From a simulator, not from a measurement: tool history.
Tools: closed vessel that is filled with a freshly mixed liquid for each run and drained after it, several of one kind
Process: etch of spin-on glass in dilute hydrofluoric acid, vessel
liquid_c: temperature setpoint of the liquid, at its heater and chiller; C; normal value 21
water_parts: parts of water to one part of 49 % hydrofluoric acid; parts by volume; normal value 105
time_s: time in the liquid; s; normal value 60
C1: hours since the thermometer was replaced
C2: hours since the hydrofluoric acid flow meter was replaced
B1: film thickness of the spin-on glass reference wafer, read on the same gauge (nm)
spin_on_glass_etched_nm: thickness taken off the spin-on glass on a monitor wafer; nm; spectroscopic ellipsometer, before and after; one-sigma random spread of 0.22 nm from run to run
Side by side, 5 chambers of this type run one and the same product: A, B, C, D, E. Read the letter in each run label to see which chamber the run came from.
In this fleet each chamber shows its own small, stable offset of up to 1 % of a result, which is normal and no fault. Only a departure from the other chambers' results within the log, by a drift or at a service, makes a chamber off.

Run 1D, hour 5.6: usual settings; C1 788.6; C2 982.4; B1 69.993. Result: spin_on_glass_etched_nm 28.87 nm.
Run 2B, hour 13.2: usual settings; C1 989.6; C2 303.6; B1 70.009. Result: spin_on_glass_etched_nm 29.688 nm.
Run 3E, hour 19.8: usual settings; C1 1239.1; C2 1187.8; B1 69.995. Result: spin_on_glass_etched_nm 29.457 nm.
Run 4A, hour 25.5: usual settings; C1 47.6; C2 768.6; B1 70.013. Result: spin_on_glass_etched_nm 29.174 nm.
Run 5C, hour 29.6: usual settings; C1 1329.8; C2 513; B1 70.014. Result: spin_on_glass_etched_nm 28.733 nm.
Run 6C, hour 34.3: usual settings; C1 1334.5; C2 517.7; B1 69.996. Result: spin_on_glass_etched_nm 29.106 nm.
Run 7B, hour 41.1: usual settings but liquid_c 24 C; C1 1017.5; C2 331.5; B1 69.981. Result: spin_on_glass_etched_nm 33.499 nm.
Run 8E, hour 47.7: usual settings but liquid_c 24 C; C1 1267; C2 1215.7; B1 70.001. Result: spin_on_glass_etched_nm 32.918 nm.
Run 9A, hour 54.7: usual settings but liquid_c 24 C; C1 76.8; C2 797.8; B1 69.981. Result: spin_on_glass_etched_nm 32.641 nm.
Run 10D, hour 59.6: usual settings but liquid_c 24 C; C1 842.6; C2 1036.4; B1 69.998. Result: spin_on_glass_etched_nm 32.403 nm.
Run 11E, hour 63.9: usual settings but liquid_c 24 C; C1 1283.2; C2 1231.9; B1 69.992. Result: spin_on_glass_etched_nm 33.275 nm.
Run 12D, hour 69.3: usual settings; C1 852.3; C2 1046.1; B1 69.984. Result: spin_on_glass_etched_nm 29.406 nm.
Run 13C, hour 73.1: usual settings; C1 1373.3; C2 556.5; B1 70.021. Result: spin_on_glass_etched_nm 28.917 nm.
Run 14A, hour 79.2: usual settings; C1 101.3; C2 822.3; B1 70.009. Result: spin_on_glass_etched_nm 29.439 nm.
Run 15B, hour 83: usual settings; C1 1059.4; C2 373.4; B1 70.035. Result: spin_on_glass_etched_nm 29.73 nm.
Run 16D, hour 87.9: usual settings; C1 870.9; C2 1064.7; B1 69.993. Result: spin_on_glass_etched_nm 29.144 nm.
Run 17B, hour 92.3: usual settings; C1 1068.7; C2 382.7; B1 69.997. Result: spin_on_glass_etched_nm 29.85 nm.
Run 18C, hour 95.8: usual settings; C1 1396; C2 579.2; B1 69.983. Result: spin_on_glass_etched_nm 29.289 nm.
Run 19E, hour 101.9: usual settings but liquid_c 19 C, time_s 75 s; C1 1321.2; C2 1269.9; B1 70.004. Result: spin_on_glass_etched_nm 34.257 nm.
Run 20A, hour 106.2: usual settings but liquid_c 19 C, time_s 75 s; C1 128.3; C2 849.3; B1 69.99. Result: spin_on_glass_etched_nm 34.037 nm.
Run 21A, hour 110.9: usual settings but liquid_c 19 C, time_s 75 s; C1 133; C2 854; B1 69.988. Result: spin_on_glass_etched_nm 33.674 nm.
Run 22E, hour 117.7: usual settings but liquid_c 19 C, time_s 75 s; C1 1337; C2 1285.7; B1 69.984. Result: spin_on_glass_etched_nm 34.424 nm.
Run 23D, hour 122.6: usual settings but liquid_c 19 C, time_s 75 s; C1 905.6; C2 1099.4; B1 70.013. Result: spin_on_glass_etched_nm 33.392 nm.
Run 24C, hour 129.9: usual settings but water_parts 60 parts by volume; C1 1430.1; C2 613.3; B1 69.988. Result: spin_on_glass_etched_nm 52.892 nm.
Run 25B, hour 137.3: usual settings but water_parts 60 parts by volume; C1 1113.7; C2 427.7; B1 69.981. Result: spin_on_glass_etched_nm 54.284 nm.
Run 26D, hour 141.2: usual settings but water_parts 60 parts by volume; C1 924.2; C2 1118; B1 69.995. Result: spin_on_glass_etched_nm 55.129 nm.
Run 27C, hour 145.6: usual settings but water_parts 60 parts by volume; C1 1445.8; C2 629; B1 70.01. Result: spin_on_glass_etched_nm 53.634 nm.
Run 28B, hour 152.5: usual settings but water_parts 60 parts by volume; C1 1128.9; C2 442.9; B1 69.978. Result: spin_on_glass_etched_nm 53.847 nm.
Run 29E, hour 157.3: usual settings but time_s 35 s; C1 1376.6; C2 1325.3; B1 69.968. Result: spin_on_glass_etched_nm 18.058 nm.
Run 30A, hour 162.1: usual settings but time_s 35 s; C1 184.2; C2 905.2; B1 70.001. Result: spin_on_glass_etched_nm 17.24 nm.
Run 31C, hour 169.5: usual settings but time_s 35 s; C1 1469.7; C2 652.9; B1 70.011. Result: spin_on_glass_etched_nm 16.719 nm.
Run 32A, hour 175.4: usual settings but time_s 35 s; C1 197.5; C2 918.5; B1 69.972. Result: spin_on_glass_etched_nm 16.976 nm.
Run 33D, hour 181.9: usual settings but time_s 35 s; C1 964.9; C2 1158.7; B1 69.986. Result: spin_on_glass_etched_nm 16.899 nm.
Run 34B, hour 189.2: usual settings but liquid_c 17.5 C; C1 1165.6; C2 479.6; B1 70.008. Result: spin_on_glass_etched_nm 25.887 nm.
Run 35E, hour 194.5: usual settings but liquid_c 17.5 C; C1 1413.8; C2 1362.5; B1 70.016. Result: spin_on_glass_etched_nm 27.8 nm.
Run 36E, hour 201.1: usual settings but liquid_c 17.5 C; C1 1420.4; C2 1369.1; B1 69.987. Result: spin_on_glass_etched_nm 27.881 nm.

One chamber off, gauge drift, or nothing amiss beyond the chambers' own small offsets? If it is a chamber, which one, and what is the likeliest cause?

Chamber E drifts away from the others.
What lies behind it: liquid hotter than its thermometer reads (K) = 2.13.
With only this log, it may be confused with: hydrofluoric acid flow above the setpoint (%).

Here are 4 candidates for chamber E's next run, each the usual settings with a change, their results left as question marks. Which one brings its results back in line with what the others give on the usual settings?
To be in line, a result may differ from the other chambers' mean on the usual settings by at most: spin_on_glass_etched_nm 0.75 nm
Run 37E-1, hour 206.6: usual settings but liquid_c 25.5 C. Result: spin_on_glass_etched_nm ?.
Run 37E-2, hour 206.6: usual settings but liquid_c 23.5 C. Result: spin_on_glass_etched_nm ?.
Run 37E-3, hour 206.6: usual settings but liquid_c 20.5 C, water_parts 110 parts by volume, time_s 55 s. Result: spin_on_glass_etched_nm ?.
Run 37E-4, hour 206.6: usual settings but time_s 55 s. Result: spin_on_glass_etched_nm ?.

The other chambers' mean on the usual settings: spin_on_glass_etched_nm 29.333 nm
  run  spin_on_glass_etched_nm
37E-1                   38.175
37E-2                   35.383
37E-3                   27.379
37E-4                   29.442
37E-4 puts the chamber back in line with the other chambers.

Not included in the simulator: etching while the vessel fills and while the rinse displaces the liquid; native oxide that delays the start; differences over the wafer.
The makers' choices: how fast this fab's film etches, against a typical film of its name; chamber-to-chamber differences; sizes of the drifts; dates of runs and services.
